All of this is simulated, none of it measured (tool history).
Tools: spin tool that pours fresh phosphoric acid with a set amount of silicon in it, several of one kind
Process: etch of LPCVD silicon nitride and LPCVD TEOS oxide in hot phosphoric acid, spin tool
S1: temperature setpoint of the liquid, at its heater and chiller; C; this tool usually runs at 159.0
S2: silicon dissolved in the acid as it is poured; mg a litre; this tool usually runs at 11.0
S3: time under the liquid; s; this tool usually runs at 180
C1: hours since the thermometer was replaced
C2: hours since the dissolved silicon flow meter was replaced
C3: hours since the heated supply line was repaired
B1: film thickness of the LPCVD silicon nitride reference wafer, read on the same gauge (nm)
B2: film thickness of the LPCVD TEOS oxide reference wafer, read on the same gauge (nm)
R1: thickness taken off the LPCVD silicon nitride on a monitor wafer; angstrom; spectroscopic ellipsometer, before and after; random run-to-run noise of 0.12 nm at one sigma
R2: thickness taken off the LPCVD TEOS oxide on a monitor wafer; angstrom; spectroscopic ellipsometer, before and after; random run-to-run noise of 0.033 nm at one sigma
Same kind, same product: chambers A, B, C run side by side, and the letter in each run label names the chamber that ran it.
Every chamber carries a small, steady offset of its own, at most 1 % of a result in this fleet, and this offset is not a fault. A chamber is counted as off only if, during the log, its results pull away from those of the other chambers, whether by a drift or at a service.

run,hour,S1,S2,S3,C1,C2,C3,B1,B2,R1,R2
1A,4.2,159.0,11.0,180,858.9,199.2,2813.1,90.009,99.993,139.120,5.6142
2C,8.4,159.0,11.0,180,34.1,802.0,1410.2,90.026,100.000,139.670,5.5177
3B,13.9,159.0,11.0,180,51.0,457.2,1057.9,90.012,100.000,139.290,5.3355
4C,20.1,159.0,11.0,180,45.8,813.7,1421.9,89.990,99.981,139.710,4.9428
5B,25.9,159.0,11.0,180,63.0,469.2,1069.9,89.992,99.987,140.690,5.5528
6A,32.5,159.0,11.0,180,887.2,227.5,2841.4,90.003,100.000,142.680,5.6539
7B,37.0,159.0,11.0,180,74.1,480.3,1081.0,90.020,99.995,140.110,5.6101
8A,40.5,159.0,11.0,180,895.2,235.5,2849.4,90.006,100.000,138.580,5.4939
9C,45.6,159.0,11.0,180,71.3,839.2,1447.4,90.017,100.030,137.620,5.9281
10B,50.8,159.0,11.0,180,87.9,494.1,1094.8,90.019,99.997,137.850,5.0920
11C,56.6,160.5,11.0,215,82.3,850.2,1458.4,89.984,100.020,176.470,7.8091
12A,60.3,160.5,11.0,215,915.0,255.3,2869.2,90.002,99.988,175.030,7.8148
13C,65.7,160.5,11.0,215,91.4,859.3,1467.5,89.991,100.010,174.060,7.6641
14A,71.1,159.0,11.0,180,925.8,266.1,2880.0,89.987,99.995,138.350,5.5420
15B,76.5,159.0,11.0,180,113.6,519.8,1120.5,90.030,99.987,136.910,5.7332
# hour 83.5: chamber A: heated supply line repaired
16B,83.5,159.0,11.0,180,120.6,526.8,1127.5,89.996,99.995,140.110,5.4697
17C,87.9,159.0,11.0,180,113.6,881.5,1489.7,90.008,99.983,135.400,4.9869
18A,94.4,159.0,11.0,180,949.1,289.4,10.9,90.012,99.988,138.720,5.3761
19A,100.9,158.0,11.0,105,955.6,295.9,17.4,90.010,99.984,78.343,2.8554
20B,106.0,158.0,11.0,105,143.1,549.3,1150.0,90.005,99.988,79.168,2.8610
21C,112.1,158.0,11.0,105,137.8,905.7,1513.9,89.987,99.985,74.670,2.9326
22A,115.4,156.5,11.0,180,970.1,310.4,31.9,90.009,100.010,128.660,4.6145
23B,118.8,156.5,11.0,180,155.9,562.1,1162.8,89.974,99.980,130.120,4.9177
24C,124.6,156.5,11.0,180,150.3,918.2,1526.4,90.019,100.000,120.540,4.1714
25A,128.8,159.0,11.0,180,983.5,323.8,45.3,90.003,100.010,140.380,5.3932
26C,133.6,159.0,11.0,180,159.3,927.2,1535.4,89.985,99.998,132.780,5.1554
27B,140.3,160.5,19.0,180,177.4,583.6,1184.3,89.994,99.987,146.590,5.0886
28B,143.7,160.5,19.0,180,180.8,587.0,1187.7,89.990,100.020,145.910,4.5308
29A,150.1,160.5,19.0,180,1004.8,345.1,66.6,89.974,99.990,146.050,5.1168
30C,155.0,159.0,11.0,180,180.7,948.6,1556.8,89.972,100.010,129.170,4.5364
31B,159.2,159.0,11.0,180,196.3,602.5,1203.2,89.997,100.000,138.730,6.3981
32C,166.3,159.0,11.0,180,192.0,959.9,1568.1,89.985,100.010,128.720,4.8740
33A,170.8,159.0,11.0,240,1025.5,365.8,87.3,90.021,99.983,187.390,7.9013
34B,177.5,159.0,11.0,240,214.6,620.8,1221.5,89.993,100.010,184.470,7.8065
35A,183.2,159.0,11.0,240,1037.9,378.2,99.7,90.005,100.000,184.410,7.2806
36C,187.2,159.0,11.0,180,212.9,980.8,1589.0,89.994,100.030,127.340,4.3174
37B,192.2,159.0,11.0,180,229.3,635.5,1236.2,90.002,99.989,138.510,5.7012
38C,199.0,161.5,15.5,180,224.7,992.6,1600.8,90.031,100.000,135.200,4.2914
39A,206.0,161.5,15.5,180,1060.7,401.0,122.5,89.995,99.981,152.040,5.6446

One chamber off, gauge drift, or nothing amiss beyond the chambers' own small offsets? If it is a chamber, which one, and what is the likeliest cause?

Little by little, chamber C moves away from the other chambers.
Likeliest cause: temperature lost on the way to the wafer (K) = 3.59.

Below are 4 candidate recipes for chamber C's next run, each the usual settings with a change, their results shown as question marks. Which of them brings C's results back in line with what the other chambers give on the usual settings?
In line here means within this much of the mean the other chambers give on the usual settings: R1 4.100 angstrom; R2 1.2000 angstrom
40C-1,211.0,160.0,6.5,195,,,,,,?,?
40C-2,211.0,159.5,9.5,185,,,,,,?,?
40C-3,211.0,158.5,12.5,175,,,,,,?,?
40C-4,211.0,158.0,15.5,165,,,,,,?,?

Usual-settings mean across the other chambers: R1 139.490 angstrom; R2 5.6494 angstrom
run,R1,R2
40C-1,139.020,5.6962
40C-2,129.610,4.8785
40C-3,118.390,3.9902
40C-4,109.190,3.3851
The answer is 40C-1, which returns the chamber to within the allowed miss of the others.
